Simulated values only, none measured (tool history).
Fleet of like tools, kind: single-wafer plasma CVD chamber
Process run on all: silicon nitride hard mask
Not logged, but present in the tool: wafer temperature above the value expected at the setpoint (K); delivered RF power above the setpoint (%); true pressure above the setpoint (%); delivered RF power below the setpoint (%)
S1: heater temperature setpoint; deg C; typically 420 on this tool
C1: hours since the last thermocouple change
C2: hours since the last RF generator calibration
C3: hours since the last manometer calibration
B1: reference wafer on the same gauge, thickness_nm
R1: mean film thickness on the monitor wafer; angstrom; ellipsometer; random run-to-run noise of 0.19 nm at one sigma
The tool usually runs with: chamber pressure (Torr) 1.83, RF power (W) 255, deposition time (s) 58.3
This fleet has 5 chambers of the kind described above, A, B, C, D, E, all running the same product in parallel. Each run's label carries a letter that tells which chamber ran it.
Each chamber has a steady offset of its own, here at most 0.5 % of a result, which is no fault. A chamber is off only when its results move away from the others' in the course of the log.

run 1B day=0.354 | S1=420 chamber_pressure_(Torr)=1.83 RF_power_(W)=255 deposition_time_(s)=58.3 | C1=563.3 C2=110.5 C3=614.5 | B1=73.226 | R1=615.5
run 2E day=0.712 | S1=420 chamber_pressure_(Torr)=1.83 RF_power_(W)=255 deposition_time_(s)=58.3 | C1=972.2 C2=876.1 C3=249.3 | B1=73.234 | R1=618.39
run 3C day=1.188 | S1=420 chamber_pressure_(Torr)=1.83 RF_power_(W)=255 deposition_time_(s)=58.3 | C1=1035.7 C2=552 C3=795.3 | B1=73.237 | R1=615.88
run 4D day=1.517 | S1=420 chamber_pressure_(Torr)=1.83 RF_power_(W)=255 deposition_time_(s)=58.3 | C1=66.9 C2=391.6 C3=552.4 | B1=73.213 | R1=613.28
run 5A day=1.862 | S1=420 chamber_pressure_(Torr)=1.83 RF_power_(W)=255 deposition_time_(s)=58.3 | C1=2757.4 C2=1151.2 C3=1854.5 | B1=73.195 | R1=622.4
run 6A day=2.425 | S1=420 chamber_pressure_(Torr)=1.83 RF_power_(W)=290 deposition_time_(s)=46.9 | C1=2770.9 C2=1164.7 C3=1868 | B1=73.257 | R1=540.8
run 7B day=2.792 | S1=420 chamber_pressure_(Torr)=1.83 RF_power_(W)=290 deposition_time_(s)=46.9 | C1=621.8 C2=169 C3=673 | B1=73.196 | R1=544.52
run 8E day=3.279 | S1=420 chamber_pressure_(Torr)=1.83 RF_power_(W)=290 deposition_time_(s)=46.9 | C1=1033.8 C2=937.7 C3=310.9 | B1=73.182 | R1=543.12
run 9C day=3.746 | S1=420 chamber_pressure_(Torr)=1.83 RF_power_(W)=290 deposition_time_(s)=46.9 | C1=1097.1 C2=613.4 C3=856.7 | B1=73.23 | R1=543.82
run 10D day=4.158 | S1=420 chamber_pressure_(Torr)=1.83 RF_power_(W)=290 deposition_time_(s)=46.9 | C1=130.3 C2=455 C3=615.8 | B1=73.222 | R1=542.36
run 11D day=4.771 | S1=420 chamber_pressure_(Torr)=1.83 RF_power_(W)=255 deposition_time_(s)=58.3 | C1=145 C2=469.7 C3=630.5 | B1=73.161 | R1=614.91
run 12A day=5.075 | S1=420 chamber_pressure_(Torr)=1.83 RF_power_(W)=255 deposition_time_(s)=58.3 | C1=2834.5 C2=1228.3 C3=1931.6 | B1=73.225 | R1=620.22
run 13E day=5.446 | S1=420 chamber_pressure_(Torr)=1.83 RF_power_(W)=255 deposition_time_(s)=58.3 | C1=1085.8 C2=989.7 C3=362.9 | B1=73.179 | R1=614.2
run 14C day=5.883 | S1=420 chamber_pressure_(Torr)=1.83 RF_power_(W)=255 deposition_time_(s)=58.3 | C1=1148.4 C2=664.7 C3=908 | B1=73.226 | R1=618.81
run 15B day=6.471 | S1=420 chamber_pressure_(Torr)=1.83 RF_power_(W)=255 deposition_time_(s)=69.4 | C1=710.1 C2=257.3 C3=761.3 | B1=73.195 | R1=737.34
run 16C day=6.921 | S1=420 chamber_pressure_(Torr)=1.83 RF_power_(W)=255 deposition_time_(s)=69.4 | C1=1173.3 C2=689.6 C3=932.9 | B1=73.147 | R1=730.69
run 17A day=7.404 | S1=420 chamber_pressure_(Torr)=1.83 RF_power_(W)=255 deposition_time_(s)=69.4 | C1=2890.4 C2=1284.2 C3=1987.5 | B1=73.188 | R1=738.74
run 18D day=7.833 | S1=420 chamber_pressure_(Torr)=1.83 RF_power_(W)=255 deposition_time_(s)=69.4 | C1=218.5 C2=543.2 C3=704 | B1=73.206 | R1=732.31
run 19B day=8.196 | S1=420 chamber_pressure_(Torr)=1.83 RF_power_(W)=255 deposition_time_(s)=69.4 | C1=751.5 C2=298.7 C3=802.7 | B1=73.262 | R1=740.17
run 20E day=8.546 | S1=420 chamber_pressure_(Torr)=1.83 RF_power_(W)=255 deposition_time_(s)=58.3 | C1=1160.2 C2=1064.1 C3=437.3 | B1=73.19 | R1=610.7
run 21E day=8.875 | S1=420 chamber_pressure_(Torr)=1.83 RF_power_(W)=255 deposition_time_(s)=58.3 | C1=1168.1 C2=1072 C3=445.2 | B1=73.202 | R1=611.54
run 22B day=9.475 | S1=420 chamber_pressure_(Torr)=1.83 RF_power_(W)=255 deposition_time_(s)=58.3 | C1=782.2 C2=329.4 C3=833.4 | B1=73.187 | R1=616.5
run 23C day=9.775 | S1=420 chamber_pressure_(Torr)=1.52 RF_power_(W)=255 deposition_time_(s)=65.6 | C1=1241.8 C2=758.1 C3=1001.4 | B1=73.174 | R1=659.35
run 24D day=10.317 | S1=420 chamber_pressure_(Torr)=1.52 RF_power_(W)=255 deposition_time_(s)=65.6 | C1=278.1 C2=602.8 C3=763.6 | B1=73.166 | R1=656.47
run 25A day=10.846 | S1=420 chamber_pressure_(Torr)=1.52 RF_power_(W)=255 deposition_time_(s)=65.6 | C1=2973 C2=1366.8 C3=2070.1 | B1=73.243 | R1=659.8
run 26C day=11.325 | S1=420 chamber_pressure_(Torr)=1.52 RF_power_(W)=255 deposition_time_(s)=65.6 | C1=1279 C2=795.3 C3=1038.6 | B1=73.214 | R1=658.13
run 27E day=11.75 | S1=420 chamber_pressure_(Torr)=1.52 RF_power_(W)=255 deposition_time_(s)=65.6 | C1=1237.1 C2=1141 C3=514.2 | B1=73.185 | R1=643.48
-- day=12.188 chamber A: thermocouple changed; heater temperature recalibrated
run 28A day=12.242 | S1=420 chamber_pressure_(Torr)=1.83 RF_power_(W)=255 deposition_time_(s)=58.3 | C1=1.3 C2=1400.3 C3=2103.6 | B1=73.193 | R1=618.49
run 29B day=12.821 | S1=420 chamber_pressure_(Torr)=1.83 RF_power_(W)=255 deposition_time_(s)=58.3 | C1=862.5 C2=409.7 C3=913.7 | B1=73.243 | R1=620.51
-- day=12.938 chamber A: capacitance manometer re-zeroed and calibrated
run 30D day=13.183 | S1=420 chamber_pressure_(Torr)=1.83 RF_power_(W)=255 deposition_time_(s)=58.3 | C1=346.9 C2=671.6 C3=832.4 | B1=73.19 | R1=613.75
run 31A day=13.633 | S1=420 chamber_pressure_(Torr)=1.83 RF_power_(W)=255 deposition_time_(s)=58.3 | C1=34.7 C2=1433.7 C3=16.8 | B1=73.228 | R1=614.63
run 32E day=13.954 | S1=420 chamber_pressure_(Torr)=1.83 RF_power_(W)=215 deposition_time_(s)=63.6 | C1=1290 C2=1193.9 C3=567.1 | B1=73.151 | R1=579.43
run 33B day=14.371 | S1=420 chamber_pressure_(Torr)=1.83 RF_power_(W)=215 deposition_time_(s)=63.6 | C1=899.7 C2=446.9 C3=950.9 | B1=73.167 | R1=598.43
run 34C day=14.988 | S1=420 chamber_pressure_(Torr)=1.83 RF_power_(W)=215 deposition_time_(s)=63.6 | C1=1366.9 C2=883.2 C3=1126.5 | B1=73.27 | R1=591.37
run 35D day=15.292 | S1=420 chamber_pressure_(Torr)=1.83 RF_power_(W)=215 deposition_time_(s)=63.6 | C1=397.5 C2=722.2 C3=883 | B1=73.206 | R1=592.98
run 36A day=15.742 | S1=420 chamber_pressure_(Torr)=1.83 RF_power_(W)=215 deposition_time_(s)=63.6 | C1=85.3 C2=1484.3 C3=67.4 | B1=73.205 | R1=598.48

Next, all 5 chambers run the settings below, one line each with question marks for the results. What does each chamber give?
run 37A day=16.225 | S1=420 chamber_pressure_(Torr)=1.59 RF_power_(W)=255 deposition_time_(s)=58.3 | R1=?
run 37B day=16.225 | S1=420 chamber_pressure_(Torr)=1.59 RF_power_(W)=255 deposition_time_(s)=58.3 | R1=?
run 37C day=16.225 | S1=420 chamber_pressure_(Torr)=1.59 RF_power_(W)=255 deposition_time_(s)=58.3 | R1=?
run 37D day=16.225 | S1=420 chamber_pressure_(Torr)=1.59 RF_power_(W)=255 deposition_time_(s)=58.3 | R1=?
run 37E day=16.225 | S1=420 chamber_pressure_(Torr)=1.59 RF_power_(W)=255 deposition_time_(s)=58.3 | R1=?

run=37A R1=591.56
run=37B R1=594.26
run=37C R1=592.64
run=37D R1=592.8
run=37E R1=574.65

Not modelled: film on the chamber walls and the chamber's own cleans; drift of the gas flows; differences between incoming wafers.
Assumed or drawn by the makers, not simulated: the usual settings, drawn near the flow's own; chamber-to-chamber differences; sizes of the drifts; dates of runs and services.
